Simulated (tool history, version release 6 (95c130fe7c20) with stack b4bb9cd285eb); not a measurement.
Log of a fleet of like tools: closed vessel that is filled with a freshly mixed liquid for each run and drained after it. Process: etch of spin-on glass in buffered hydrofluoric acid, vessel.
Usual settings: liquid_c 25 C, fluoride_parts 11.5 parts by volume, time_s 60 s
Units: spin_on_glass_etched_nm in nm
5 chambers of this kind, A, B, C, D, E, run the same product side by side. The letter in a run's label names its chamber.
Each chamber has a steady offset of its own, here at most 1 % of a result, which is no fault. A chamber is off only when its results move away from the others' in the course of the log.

run	day	liquid_c	fluoride_parts	time_s	read-back film thickness of the spin-on glass reference wafer, read on the same gauge (nm)	spin_on_glass_etched_nm
1E	0.446	25	11.5	60	30.03	198.01
2A	0.788	25	11.5	60	30.03	200.76
3B	1.15	25	11.5	60	29.97	200.36
4C	1.396	25	11.5	60	29.971	196.44
5D	1.692	25	11.5	60	29.995	199.7
6D	1.983	25	11.5	60	30.003	200.59
7A	2.217	25	11.5	60	30.036	197.62
8C	2.454	25	11.5	60	29.915	198.21
# day 2.783: chamber D: hydrofluoric acid flow meter replaced
9B	2.85	25	11.5	60	29.99	198.15
10E	3.283	25	15.5	75	29.972	188.7
# day 3.562: chamber E: thermometer replaced
11A	3.667	25	15.5	75	30.062	185.51
12E	4.042	25	15.5	75	30.018	185.8
13B	4.467	25	15.5	75	30.015	184.25
14C	4.804	25	15.5	75	29.981	188.14
15D	5.179	25	11.5	60	30.008	199.95
16C	5.554	21.5	11.5	85	29.97	234.89
17D	5.9	21.5	11.5	85	29.997	235.99
18A	6.142	21.5	11.5	85	30.007	233.56
19E	6.467	21.5	11.5	85	29.955	233.37
20B	6.879	21.5	11.5	85	29.996	226.85
21C	7.112	25	11.5	60	29.997	195.69
22E	7.338	25	11.5	45	30.024	147.42
23D	7.546	25	11.5	45	29.985	149.02
# day 7.588: chamber E: hydrofluoric acid flow meter replaced
24B	7.904	25	11.5	45	30.034	145.59
25A	8.279	25	11.5	45	30.05	149.93
26A	8.558	25	11.5	45	30.018	149.35
27D	8.796	21.5	9	60	30.047	207.51
28B	9.175	21.5	9	60	30.004	198.39
# day 9.396: chamber C: thermometer replaced
29C	9.592	21.5	9	60	30.018	199.87
30E	9.975	21.5	9	60	30	203.02
31B	10.308	21.5	9	60	30.046	195.66
# day 10.379: chamber A: hydrofluoric acid flow meter replaced
32E	10.646	25	15.5	45	30.008	112.84
33A	10.938	25	15.5	45	29.998	112
34D	11.196	25	15.5	45	30.042	111.81
35C	11.571	25	15.5	45	29.966	111.74
36D	11.846	25	15.5	45	29.944	111.05
37A	12.05	25	11.5	60	30.035	199.9
38C	12.321	25	11.5	60	30.023	198.12
39E	12.629	25	11.5	60	30.015	198.15
40B	12.888	25	11.5	60	30.014	185.49
41D	13.288	25	11.5	60	30.002	200.37
42C	13.583	25	11.5	60	29.97	197.01
43B	13.888	25	11.5	60	29.991	185.08
44A	14.292	25	11.5	60	30.039	202.3

Is one chamber off against the others, does the gauge drift, or is nothing wrong? If a chamber is off, say which, and what the likeliest cause is.

Chamber B drifts away from the others.
Cause: hydrofluoric acid flow below the setpoint (%) = 7.74.
The log may not tell that from: liquid colder than its thermometer reads (K).

Here are 4 candidates for chamber B's next run, each the usual settings with a change, their results left as question marks. Which one brings its results back in line with what the others give on the usual settings?
In line means no further than this from the other chambers' mean on the usual settings: spin_on_glass_etched_nm 5.7 nm
45B-1	14.621	22	11.5	60		?
45B-2	14.621	26.5	11.5	60		?
45B-3	14.621	25	11.5	70		?
45B-4	14.621	25	11.5	55		?

The other chambers' mean on the usual settings: spin_on_glass_etched_nm 199.33 nm
run	spin_on_glass_etched_nm
45B-1	155.77
45B-2	198.84
45B-3	213.94
45B-4	168.1
45B-2 brings the chamber back in line.

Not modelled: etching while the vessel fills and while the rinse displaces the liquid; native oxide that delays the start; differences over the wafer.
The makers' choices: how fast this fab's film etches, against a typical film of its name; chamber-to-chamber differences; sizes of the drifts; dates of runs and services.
